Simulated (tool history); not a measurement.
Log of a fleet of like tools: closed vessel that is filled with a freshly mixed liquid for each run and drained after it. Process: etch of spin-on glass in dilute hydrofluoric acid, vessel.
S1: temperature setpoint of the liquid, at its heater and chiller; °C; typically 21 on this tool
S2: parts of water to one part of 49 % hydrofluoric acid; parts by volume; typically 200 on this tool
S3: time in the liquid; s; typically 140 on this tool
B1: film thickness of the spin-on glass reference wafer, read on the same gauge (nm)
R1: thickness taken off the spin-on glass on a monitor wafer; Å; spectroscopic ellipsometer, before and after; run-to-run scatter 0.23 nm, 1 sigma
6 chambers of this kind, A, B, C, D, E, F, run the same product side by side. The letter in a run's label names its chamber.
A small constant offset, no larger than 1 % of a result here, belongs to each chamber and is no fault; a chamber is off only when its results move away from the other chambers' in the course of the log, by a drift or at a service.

Run 1C, hour 12.2: usual settings; B1 90.015. Result: R1 254.33 Å.
Run 2A, hour 22.0: usual settings; B1 89.993. Result: R1 254.39 Å.
Run 3D, hour 29.4: usual settings; B1 89.987. Result: R1 255.41 Å.
At hour 36.0: chamber A: hydrofluoric acid flow meter replaced.
Run 4F, hour 42.3: usual settings; B1 89.999. Result: R1 251.94 Å.
At hour 47.1: chamber B: hydrofluoric acid flow meter replaced.
Run 5B, hour 54.9: usual settings; B1 90.026. Result: R1 255.29 Å.
Run 6E, hour 61.8: usual settings; B1 90.004. Result: R1 250.99 Å.
At hour 69.3: chamber F: thermometer replaced.
Run 7F, hour 72.6: usual settings but S3 90 s; B1 89.996. Result: R1 162.72 Å.
Run 8A, hour 86.5: usual settings but S3 90 s; B1 89.971. Result: R1 165.78 Å.
Run 9D, hour 94.6: usual settings but S3 90 s; B1 89.985. Result: R1 162.05 Å.
Run 10B, hour 102.6: usual settings but S3 90 s; B1 89.992. Result: R1 164.65 Å.
Run 11C, hour 110.1: usual settings but S3 90 s; B1 89.987. Result: R1 165.64 Å.
Run 12E, hour 120.2: usual settings but S3 90 s; B1 90.004. Result: R1 162.94 Å.
Run 13B, hour 132.5: usual settings; B1 90.004. Result: R1 263.06 Å.
Run 14F, hour 144.9: usual settings; B1 89.990. Result: R1 251.18 Å.
Run 15D, hour 158.7: usual settings; B1 89.993. Result: R1 254.76 Å.
Run 16A, hour 166.1: usual settings; B1 89.998. Result: R1 249.00 Å.
Run 17E, hour 174.4: usual settings but S3 85 s; B1 90.010. Result: R1 154.49 Å.
Run 18C, hour 185.8: usual settings but S3 85 s; B1 89.996. Result: R1 155.55 Å.
Run 19B, hour 199.9: usual settings but S3 85 s; B1 89.979. Result: R1 156.57 Å.
At hour 207.3: chamber A: thermometer replaced.
Run 20C, hour 210.9: usual settings but S3 85 s; B1 90.017. Result: R1 156.77 Å.
Run 21E, hour 220.5: usual settings but S3 85 s; B1 89.986. Result: R1 151.72 Å.
Run 22A, hour 236.4: usual settings but S3 85 s; B1 89.991. Result: R1 154.12 Å.
Run 23D, hour 250.9: usual settings but S2 235 parts by volume; B1 90.025. Result: R1 207.17 Å.
Run 24F, hour 263.7: usual settings but S2 235 parts by volume; B1 90.012. Result: R1 206.70 Å.
Run 25D, hour 272.2: usual settings but S2 235 parts by volume; B1 89.975. Result: R1 205.18 Å.
Run 26B, hour 285.0: usual settings but S2 235 parts by volume; B1 89.998. Result: R1 218.82 Å.
Run 27C, hour 293.7: usual settings but S2 235 parts by volume; B1 89.986. Result: R1 213.00 Å.
Run 28E, hour 302.3: usual settings but S2 235 parts by volume; B1 89.983. Result: R1 209.69 Å.
Run 29A, hour 315.7: usual settings; B1 89.995. Result: R1 256.44 Å.
Run 30F, hour 324.6: usual settings but S1 25 °C, S3 215 s; B1 90.000. Result: R1 450.12 Å.
Run 31C, hour 334.1: usual settings but S1 25 °C, S3 215 s; B1 90.003. Result: R1 463.88 Å.
Run 32B, hour 347.0: usual settings but S1 25 °C, S3 215 s; B1 90.021. Result: R1 479.00 Å.
Run 33A, hour 354.5: usual settings but S1 25 °C, S3 215 s; B1 89.973. Result: R1 457.59 Å.
Run 34F, hour 363.0: usual settings but S1 25 °C, S3 215 s; B1 89.979. Result: R1 451.36 Å.
Run 35E, hour 373.3: usual settings but S1 25 °C, S3 215 s; B1 89.987. Result: R1 452.16 Å.
Run 36D, hour 381.4: usual settings; B1 89.990. Result: R1 254.75 Å.
Run 37B, hour 391.9: usual settings; B1 90.003. Result: R1 271.45 Å.

What goes on in this fleet: one chamber off, a drifting gauge, or nothing beyond the chambers' own small offsets? Name the chamber and the cause, if any.

One chamber, B, drifts off from the rest bit by bit.
Most likely cause: liquid hotter than its thermometer reads (K) = 1.76.
It could be hard to tell apart here from: hydrofluoric acid flow above the setpoint (%).

Chamber B could run next with any of the 4 candidate recipes listed below; each alters the usual settings, and their results appear as question marks. Which one brings its results back in line with what the other chambers deliver on the usual settings?
In-line tolerance around the mean of the other chambers on the usual settings: R1 7.90 Å
Run 38B-1, hour 403.3: usual settings but S2 210 parts by volume, S3 130 s. Result: R1 ?.
Run 38B-2, hour 403.3: usual settings but S2 180 parts by volume. Result: R1 ?.
Run 38B-3, hour 403.3: usual settings but S3 150 s. Result: R1 ?.
Run 38B-4, hour 403.3: usual settings but S2 205 parts by volume, S3 135 s. Result: R1 ?.

Mean of the other chambers on the usual settings: R1 253.76 Å
  run      R1
38B-1  240.17
38B-2  312.32
38B-3  294.28
38B-4  256.94
38B-4 puts the chamber back in line with the other chambers.

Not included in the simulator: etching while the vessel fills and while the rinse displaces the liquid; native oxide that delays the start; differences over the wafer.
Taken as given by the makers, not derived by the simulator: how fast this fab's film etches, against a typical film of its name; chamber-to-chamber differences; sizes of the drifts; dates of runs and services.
